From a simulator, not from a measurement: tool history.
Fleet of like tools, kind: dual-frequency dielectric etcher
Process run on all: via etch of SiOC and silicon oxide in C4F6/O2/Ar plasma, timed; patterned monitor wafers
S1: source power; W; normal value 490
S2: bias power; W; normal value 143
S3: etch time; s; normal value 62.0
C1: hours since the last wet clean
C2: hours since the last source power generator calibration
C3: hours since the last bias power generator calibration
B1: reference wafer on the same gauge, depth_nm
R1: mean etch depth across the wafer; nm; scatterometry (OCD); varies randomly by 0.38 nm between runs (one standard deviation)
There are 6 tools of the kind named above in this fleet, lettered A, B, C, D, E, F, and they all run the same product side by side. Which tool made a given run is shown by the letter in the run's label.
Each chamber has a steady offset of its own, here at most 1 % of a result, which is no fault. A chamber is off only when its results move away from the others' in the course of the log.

run 1C hour=10.9 | S1=490 S2=143 S3=62.0 | C1=520.4 C2=1381.5 C3=2512.8 | B1=82.150 | R1=70.748
run 2E hour=18.5 | S1=490 S2=143 S3=62.0 | C1=264.8 C2=2995.5 C3=1208.0 | B1=82.130 | R1=70.848
run 3B hour=29.4 | S1=490 S2=143 S3=62.0 | C1=500.3 C2=622.7 C3=572.7 | B1=82.171 | R1=69.388
run 4F hour=34.8 | S1=490 S2=143 S3=62.0 | C1=277.7 C2=232.8 C3=2332.1 | B1=82.146 | R1=69.790
run 5A hour=43.9 | S1=490 S2=143 S3=62.0 | C1=281.3 C2=598.3 C3=1047.7 | B1=82.184 | R1=70.559
-- hour=52.4 chamber D: bias power generator calibrated
run 6D hour=52.4 | S1=490 S2=143 S3=62.0 | C1=649.7 C2=1609.9 C3=0.0 | B1=82.146 | R1=70.062
run 7D hour=62.7 | S1=490 S2=143 S3=62.0 | C1=660.0 C2=1620.2 C3=10.3 | B1=82.177 | R1=69.945
run 8B hour=69.3 | S1=490 S2=143 S3=62.0 | C1=540.2 C2=662.6 C3=612.6 | B1=82.112 | R1=70.544
run 9C hour=75.0 | S1=490 S2=143 S3=62.0 | C1=584.5 C2=1445.6 C3=2576.9 | B1=82.265 | R1=70.296
run 10A hour=80.5 | S1=490 S2=143 S3=62.0 | C1=317.9 C2=634.9 C3=1084.3 | B1=82.180 | R1=71.135
run 11E hour=85.7 | S1=490 S2=143 S3=62.0 | C1=332.0 C2=3062.7 C3=1275.2 | B1=82.245 | R1=70.126
-- hour=90.5 chamber C: wet clean of the chamber
-- hour=92.5 chamber D: wet clean of the chamber
run 12F hour=93.1 | S1=490 S2=143 S3=62.0 | C1=336.0 C2=291.1 C3=2390.4 | B1=82.238 | R1=70.063
run 13D hour=102.7 | S1=490 S2=143 S3=62.0 | C1=10.3 C2=1660.2 C3=50.3 | B1=82.180 | R1=69.627
run 14A hour=110.6 | S1=490 S2=143 S3=62.0 | C1=348.0 C2=665.0 C3=1114.4 | B1=82.329 | R1=70.682
run 15C hour=118.5 | S1=490 S2=143 S3=62.0 | C1=28.0 C2=1489.1 C3=2620.4 | B1=82.207 | R1=70.690
run 16B hour=126.8 | S1=490 S2=143 S3=62.0 | C1=597.7 C2=720.1 C3=670.1 | B1=82.151 | R1=70.541
run 17F hour=138.9 | S1=490 S2=143 S3=62.0 | C1=381.8 C2=336.9 C3=2436.2 | B1=82.127 | R1=70.484
run 18E hour=144.2 | S1=490 S2=143 S3=62.0 | C1=390.5 C2=3121.2 C3=1333.7 | B1=82.097 | R1=70.207
run 19C hour=154.1 | S1=490 S2=143 S3=62.0 | C1=63.6 C2=1524.7 C3=2656.0 | B1=82.161 | R1=71.199
run 20B hour=165.4 | S1=490 S2=143 S3=62.0 | C1=636.3 C2=758.7 C3=708.7 | B1=82.198 | R1=70.605
run 21A hour=171.5 | S1=550 S2=143 S3=62.0 | C1=408.9 C2=725.9 C3=1175.3 | B1=82.243 | R1=74.429
-- hour=175.3 chamber A: wet clean of the chamber
run 22F hour=178.4 | S1=550 S2=143 S3=62.0 | C1=421.3 C2=376.4 C3=2475.7 | B1=82.258 | R1=73.166
run 23E hour=188.1 | S1=550 S2=143 S3=62.0 | C1=434.4 C2=3165.1 C3=1377.6 | B1=82.261 | R1=73.472
run 24D hour=198.3 | S1=550 S2=143 S3=62.0 | C1=105.9 C2=1755.8 C3=145.9 | B1=82.229 | R1=73.429
-- hour=200.9 chamber B: wet clean of the chamber
run 25C hour=209.0 | S1=550 S2=143 S3=62.0 | C1=118.5 C2=1579.6 C3=2710.9 | B1=82.237 | R1=74.393
run 26B hour=216.5 | S1=550 S2=143 S3=62.0 | C1=15.7 C2=809.8 C3=759.8 | B1=82.271 | R1=73.059
run 27A hour=222.4 | S1=490 S2=143 S3=62.0 | C1=47.2 C2=776.8 C3=1226.2 | B1=82.207 | R1=68.702
run 28D hour=233.6 | S1=490 S2=143 S3=62.0 | C1=141.2 C2=1791.1 C3=181.2 | B1=82.103 | R1=70.324
run 29E hour=243.3 | S1=490 S2=143 S3=62.0 | C1=489.6 C2=3220.3 C3=1432.8 | B1=82.264 | R1=70.187
run 30F hour=255.1 | S1=490 S2=143 S3=62.0 | C1=498.0 C2=453.1 C3=2552.4 | B1=82.254 | R1=69.889
run 31E hour=264.9 | S1=490 S2=143 S3=62.0 | C1=511.2 C2=3241.9 C3=1454.4 | B1=82.132 | R1=70.021
run 32A hour=274.8 | S1=490 S2=143 S3=62.0 | C1=99.6 C2=829.2 C3=1278.6 | B1=82.225 | R1=67.179
run 33B hour=282.6 | S1=490 S2=143 S3=62.0 | C1=81.8 C2=875.9 C3=825.9 | B1=82.279 | R1=70.118
run 34D hour=289.1 | S1=490 S2=143 S3=62.0 | C1=196.7 C2=1846.6 C3=236.7 | B1=82.305 | R1=69.981
-- hour=294.5 chamber F: wet clean of the chamber
run 35F hour=298.9 | S1=490 S2=172 S3=73.5 | C1=4.5 C2=496.9 C3=2596.2 | B1=82.095 | R1=87.419
run 36C hour=309.1 | S1=490 S2=172 S3=73.5 | C1=218.6 C2=1679.7 C3=2811.0 | B1=82.302 | R1=89.387
run 37B hour=320.6 | S1=490 S2=172 S3=73.5 | C1=119.8 C2=913.9 C3=863.9 | B1=82.231 | R1=88.053
run 38D hour=330.8 | S1=490 S2=172 S3=73.5 | C1=238.4 C2=1888.3 C3=278.4 | B1=82.319 | R1=87.450

For the next run the whole fleet of 6 chambers uses the same settings. Give each chamber's results:
run 39A hour=339.5 | S1=490 S2=143 S3=74.5 | R1=?
run 39B hour=339.5 | S1=490 S2=143 S3=74.5 | R1=?
run 39C hour=339.5 | S1=490 S2=143 S3=74.5 | R1=?
run 39D hour=339.5 | S1=490 S2=143 S3=74.5 | R1=?
run 39E hour=339.5 | S1=490 S2=143 S3=74.5 | R1=?
run 39F hour=339.5 | S1=490 S2=143 S3=74.5 | R1=?

run=39A R1=82.627
run=39B R1=84.746
run=39C R1=84.818
run=39D R1=83.636
run=39E R1=83.601
run=39F R1=84.344
